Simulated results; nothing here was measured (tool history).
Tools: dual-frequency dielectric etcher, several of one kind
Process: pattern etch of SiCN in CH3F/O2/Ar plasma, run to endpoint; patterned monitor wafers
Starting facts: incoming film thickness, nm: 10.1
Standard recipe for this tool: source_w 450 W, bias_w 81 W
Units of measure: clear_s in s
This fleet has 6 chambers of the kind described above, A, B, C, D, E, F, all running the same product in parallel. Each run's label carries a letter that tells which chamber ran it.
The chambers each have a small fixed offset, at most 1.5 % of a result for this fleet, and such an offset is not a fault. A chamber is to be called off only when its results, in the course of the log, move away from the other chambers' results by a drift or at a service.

run,hour,source_w,bias_w,hours since the last wet clean,hours since the last source power generator calibration,hours since the last bias power generator calibration,clear_s
1E,8.3,450,81,336.6,2617.0,1047.6,24.662
2A,16.6,450,81,302.3,4091.9,966.2,24.946
3B,28.1,450,81,424.2,282.5,3430.0,25.044
4F,34.8,450,81,387.9,1275.8,1650.1,24.410
5C,43.8,450,81,589.3,1897.2,1693.5,24.404
6D,53.8,450,81,222.5,286.8,1154.9,24.519
7B,62.6,450,81,458.7,317.0,3464.5,25.015
8A,73.0,450,81,358.7,4148.3,1022.6,25.039
9D,84.5,450,81,253.2,317.5,1185.6,24.428
10C,90.7,450,81,636.2,1944.1,1740.4,24.319
11E,102.6,450,81,430.9,2711.3,1141.9,24.283
# hour 104.9: chamber C: bias power generator calibrated
12F,113.0,450,81,466.1,1354.0,1728.3,24.517
# hour 114.8: chamber B: wet clean of the chamber
13D,120.5,450,67,289.2,353.5,1221.6,26.254
# hour 127.5: chamber A: wet clean of the chamber
14B,128.0,450,67,13.3,382.4,3529.9,26.729
15A,135.4,450,67,8.0,4210.7,1085.0,26.506
16C,144.3,450,67,689.8,1997.7,39.4,26.608
17F,150.7,450,67,503.8,1391.7,1766.0,26.516
# hour 160.4: chamber C: wet clean of the chamber
18E,162.2,450,67,490.5,2770.9,1201.5,25.978
# hour 163.5: chamber A: source power generator calibrated
19E,171.9,450,81,500.2,2780.6,1211.2,24.390
20D,178.1,450,81,346.8,411.1,1279.2,24.627
# hour 178.6: chamber D: wet clean of the chamber
# hour 181.2: chamber F: wet clean of the chamber
21B,187.7,450,81,73.0,442.1,3589.6,24.784
22F,195.8,450,81,14.7,1436.8,1811.1,24.616
23C,206.8,550,81,46.5,2060.2,101.9,23.000
24A,218.0,550,81,90.6,54.6,1167.6,23.351
25D,229.1,550,81,50.6,462.1,1330.2,22.571
26A,243.0,550,81,115.6,79.6,1192.6,23.260
27E,250.4,550,81,578.7,2859.1,1289.7,22.209
28C,263.5,550,81,103.2,2116.9,158.6,22.894
29B,270.7,450,81,156.0,525.1,3672.6,24.943
30F,284.3,450,81,103.2,1525.3,1899.6,24.606
31C,291.6,450,81,131.3,2145.0,186.7,24.626
32B,302.9,450,81,188.2,557.3,3704.8,24.936
33F,315.0,450,81,133.9,1556.0,1930.3,24.719
34D,322.4,450,81,143.9,555.4,1423.5,24.688
35E,333.2,450,81,661.5,2941.9,1372.5,23.707
36A,342.5,450,81,215.1,179.1,1292.1,24.946
37D,349.0,450,81,170.5,582.0,1450.1,24.567
38C,360.6,450,81,200.3,2214.0,255.7,24.697
39E,374.1,410,81,702.4,2982.8,1413.4,24.521
40F,383.9,410,81,202.8,1624.9,1999.2,25.257

Each of the 6 chambers runs these same settings next. Fill in every chamber's results:
41A,393.9,450,95,,,,?
41B,393.9,450,95,,,,?
41C,393.9,450,95,,,,?
41D,393.9,450,95,,,,?
41E,393.9,450,95,,,,?
41F,393.9,450,95,,,,?

run,clear_s
41A,23.346
41B,23.699
41C,23.024
41D,22.838
41E,22.402
41F,23.115
